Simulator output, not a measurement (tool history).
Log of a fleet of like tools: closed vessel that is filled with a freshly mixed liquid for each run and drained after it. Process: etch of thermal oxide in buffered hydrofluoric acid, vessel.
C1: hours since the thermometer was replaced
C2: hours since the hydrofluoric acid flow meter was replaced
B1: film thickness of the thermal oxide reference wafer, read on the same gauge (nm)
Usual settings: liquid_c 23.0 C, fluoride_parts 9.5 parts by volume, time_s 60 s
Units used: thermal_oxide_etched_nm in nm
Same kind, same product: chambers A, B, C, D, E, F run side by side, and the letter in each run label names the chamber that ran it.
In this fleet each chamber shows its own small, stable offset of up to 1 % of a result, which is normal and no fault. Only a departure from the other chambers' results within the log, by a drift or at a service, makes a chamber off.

Run 1A, hour 6.3: usual settings; C1 1798.3; C2 446.0; B1 110.00. Result: thermal_oxide_etched_nm 67.636 nm.
At hour 12.8: chamber A: hydrofluoric acid flow meter replaced.
Run 2B, hour 14.9: usual settings; C1 479.1; C2 1235.0; B1 109.99. Result: thermal_oxide_etched_nm 68.241 nm.
Run 3F, hour 28.1: usual settings; C1 1594.2; C2 371.0; B1 110.02. Result: thermal_oxide_etched_nm 67.071 nm.
Run 4D, hour 36.9: usual settings; C1 692.7; C2 59.3; B1 109.98. Result: thermal_oxide_etched_nm 67.049 nm.
Run 5C, hour 45.1: usual settings; C1 669.0; C2 917.0; B1 109.99. Result: thermal_oxide_etched_nm 68.219 nm.
Run 6E, hour 55.1: usual settings; C1 388.2; C2 1453.7; B1 110.01. Result: thermal_oxide_etched_nm 67.313 nm.
Run 7A, hour 64.1: usual settings; C1 1856.1; C2 51.3; B1 109.99. Result: thermal_oxide_etched_nm 67.385 nm.
Run 8E, hour 75.6: usual settings; C1 408.7; C2 1474.2; B1 110.00. Result: thermal_oxide_etched_nm 67.994 nm.
Run 9F, hour 83.0: usual settings; C1 1649.1; C2 425.9; B1 110.01. Result: thermal_oxide_etched_nm 67.922 nm.
Run 10B, hour 94.4: usual settings but liquid_c 27.0 C, fluoride_parts 12.0 parts by volume; C1 558.6; C2 1314.5; B1 109.99. Result: thermal_oxide_etched_nm 67.311 nm.
Run 11D, hour 103.1: usual settings but liquid_c 27.0 C, fluoride_parts 12.0 parts by volume; C1 758.9; C2 125.5; B1 110.01. Result: thermal_oxide_etched_nm 66.830 nm.
Run 12C, hour 112.4: usual settings but liquid_c 27.0 C, fluoride_parts 12.0 parts by volume; C1 736.3; C2 984.3; B1 110.02. Result: thermal_oxide_etched_nm 68.451 nm.
Run 13C, hour 124.8: usual settings but liquid_c 27.0 C, fluoride_parts 12.0 parts by volume; C1 748.7; C2 996.7; B1 109.97. Result: thermal_oxide_etched_nm 67.529 nm.
Run 14E, hour 136.0: usual settings but liquid_c 27.0 C, fluoride_parts 12.0 parts by volume; C1 469.1; C2 1534.6; B1 110.02. Result: thermal_oxide_etched_nm 69.100 nm.
Run 15A, hour 145.1: usual settings but liquid_c 27.0 C, fluoride_parts 12.0 parts by volume; C1 1937.1; C2 132.3; B1 110.01. Result: thermal_oxide_etched_nm 68.041 nm.
Run 16F, hour 157.7: usual settings; C1 1723.8; C2 500.6; B1 110.01. Result: thermal_oxide_etched_nm 67.634 nm.
Run 17B, hour 169.7: usual settings; C1 633.9; C2 1389.8; B1 110.04. Result: thermal_oxide_etched_nm 67.359 nm.
Run 18D, hour 179.9: usual settings; C1 835.7; C2 202.3; B1 110.02. Result: thermal_oxide_etched_nm 65.591 nm.
Run 19A, hour 192.1: usual settings; C1 1984.1; C2 179.3; B1 109.96. Result: thermal_oxide_etched_nm 69.146 nm.
Run 20D, hour 201.5: usual settings but fluoride_parts 7.0 parts by volume; C1 857.3; C2 223.9; B1 110.05. Result: thermal_oxide_etched_nm 88.577 nm.
Run 21F, hour 213.2: usual settings but fluoride_parts 7.0 parts by volume; C1 1779.3; C2 556.1; B1 110.01. Result: thermal_oxide_etched_nm 90.974 nm.
Run 22B, hour 224.6: usual settings but fluoride_parts 7.0 parts by volume; C1 688.8; C2 1444.7; B1 109.96. Result: thermal_oxide_etched_nm 91.125 nm.
Run 23C, hour 232.2: usual settings but fluoride_parts 7.0 parts by volume; C1 856.1; C2 1104.1; B1 109.98. Result: thermal_oxide_etched_nm 90.595 nm.
Run 24E, hour 241.7: usual settings but fluoride_parts 7.0 parts by volume; C1 574.8; C2 1640.3; B1 110.04. Result: thermal_oxide_etched_nm 93.132 nm.
Run 25B, hour 254.5: usual settings but fluoride_parts 7.0 parts by volume; C1 718.7; C2 1474.6; B1 109.98. Result: thermal_oxide_etched_nm 91.608 nm.
Run 26A, hour 262.6: usual settings; C1 2054.6; C2 249.8; B1 110.00. Result: thermal_oxide_etched_nm 68.472 nm.
Run 27E, hour 271.1: usual settings; C1 604.2; C2 1669.7; B1 110.04. Result: thermal_oxide_etched_nm 67.255 nm.
Run 28F, hour 278.3: usual settings but liquid_c 18.5 C, fluoride_parts 13.5 parts by volume; C1 1844.4; C2 621.2; B1 110.03. Result: thermal_oxide_etched_nm 38.155 nm.
Run 29D, hour 288.7: usual settings but liquid_c 18.5 C, fluoride_parts 13.5 parts by volume; C1 944.5; C2 311.1; B1 110.01. Result: thermal_oxide_etched_nm 35.248 nm.
Run 30C, hour 301.6: usual settings but liquid_c 18.5 C, fluoride_parts 13.5 parts by volume; C1 925.5; C2 1173.5; B1 109.99. Result: thermal_oxide_etched_nm 38.214 nm.
Run 31F, hour 313.3: usual settings but liquid_c 18.5 C, fluoride_parts 13.5 parts by volume; C1 1879.4; C2 656.2; B1 110.01. Result: thermal_oxide_etched_nm 37.716 nm.
Run 32E, hour 321.0: usual settings but liquid_c 18.5 C, fluoride_parts 13.5 parts by volume; C1 654.1; C2 1719.6; B1 110.07. Result: thermal_oxide_etched_nm 37.422 nm.
Run 33D, hour 328.6: usual settings but liquid_c 18.5 C, fluoride_parts 13.5 parts by volume; C1 984.4; C2 351.0; B1 109.99. Result: thermal_oxide_etched_nm 34.651 nm.
Run 34C, hour 335.3: usual settings but fluoride_parts 8.5 parts by volume; C1 959.2; C2 1207.2; B1 110.00. Result: thermal_oxide_etched_nm 73.864 nm.
Run 35B, hour 346.3: usual settings but fluoride_parts 8.5 parts by volume; C1 810.5; C2 1566.4; B1 109.97. Result: thermal_oxide_etched_nm 74.320 nm.
Run 36A, hour 356.7: usual settings but fluoride_parts 8.5 parts by volume; C1 2148.7; C2 343.9; B1 110.04. Result: thermal_oxide_etched_nm 73.785 nm.
Run 37D, hour 369.5: usual settings but fluoride_parts 8.5 parts by volume; C1 1025.3; C2 391.9; B1 110.04. Result: thermal_oxide_etched_nm 68.066 nm.
At hour 378.7: chamber A: thermometer replaced.
Run 38F, hour 379.6: usual settings but fluoride_parts 8.5 parts by volume; C1 1945.7; C2 722.5; B1 109.97. Result: thermal_oxide_etched_nm 73.293 nm.
Run 39E, hour 391.1: usual settings but fluoride_parts 8.5 parts by volume; C1 724.2; C2 1789.7; B1 110.01. Result: thermal_oxide_etched_nm 75.015 nm.
Run 40C, hour 402.9: usual settings; C1 1026.8; C2 1274.8; B1 110.01. Result: thermal_oxide_etched_nm 66.894 nm.
Run 41B, hour 414.2: usual settings but time_s 50 s; C1 878.4; C2 1634.3; B1 110.04. Result: thermal_oxide_etched_nm 55.356 nm.
Run 42A, hour 422.2: usual settings but time_s 50 s; C1 43.5; C2 409.4; B1 110.02. Result: thermal_oxide_etched_nm 56.161 nm.

Is one chamber out of step, is the gauge drifting, or do the chambers differ by no more than their own small offsets? For an off chamber, give its letter and the likeliest cause.

It is chamber D that slowly wanders off from its peers.
Most likely cause: liquid colder than its thermometer reads (K) = 1.97.
It could be hard to tell apart here from: hydrofluoric acid flow below the setpoint (%).

Which of the 4 candidates below, each the usual settings with something changed and its results left as question marks, puts chamber D back in line with what the other chambers give on the usual settings?
Allowed miss from the other chambers' usual-settings mean, per result, to count as in line: thermal_oxide_etched_nm 2.100 nm
Run 43D-1, hour 431.7: usual settings but liquid_c 22.0 C. Result: thermal_oxide_etched_nm ?.
Run 43D-2, hour 431.7: usual settings but fluoride_parts 10.0 parts by volume, time_s 55 s. Result: thermal_oxide_etched_nm ?.
Run 43D-3, hour 431.7: usual settings but liquid_c 23.5 C, time_s 65 s. Result: thermal_oxide_etched_nm ?.
Run 43D-4, hour 431.7: usual settings but liquid_c 24.0 C. Result: thermal_oxide_etched_nm ?.

Other chambers, usual settings, mean: thermal_oxide_etched_nm 67.492 nm
  run  thermal_oxide_etched_nm
43D-1                   57.576
43D-2                   53.841
43D-3                   67.732
43D-4                   64.240
43D-3 is the one that brings the chamber's results back in line with the other chambers.

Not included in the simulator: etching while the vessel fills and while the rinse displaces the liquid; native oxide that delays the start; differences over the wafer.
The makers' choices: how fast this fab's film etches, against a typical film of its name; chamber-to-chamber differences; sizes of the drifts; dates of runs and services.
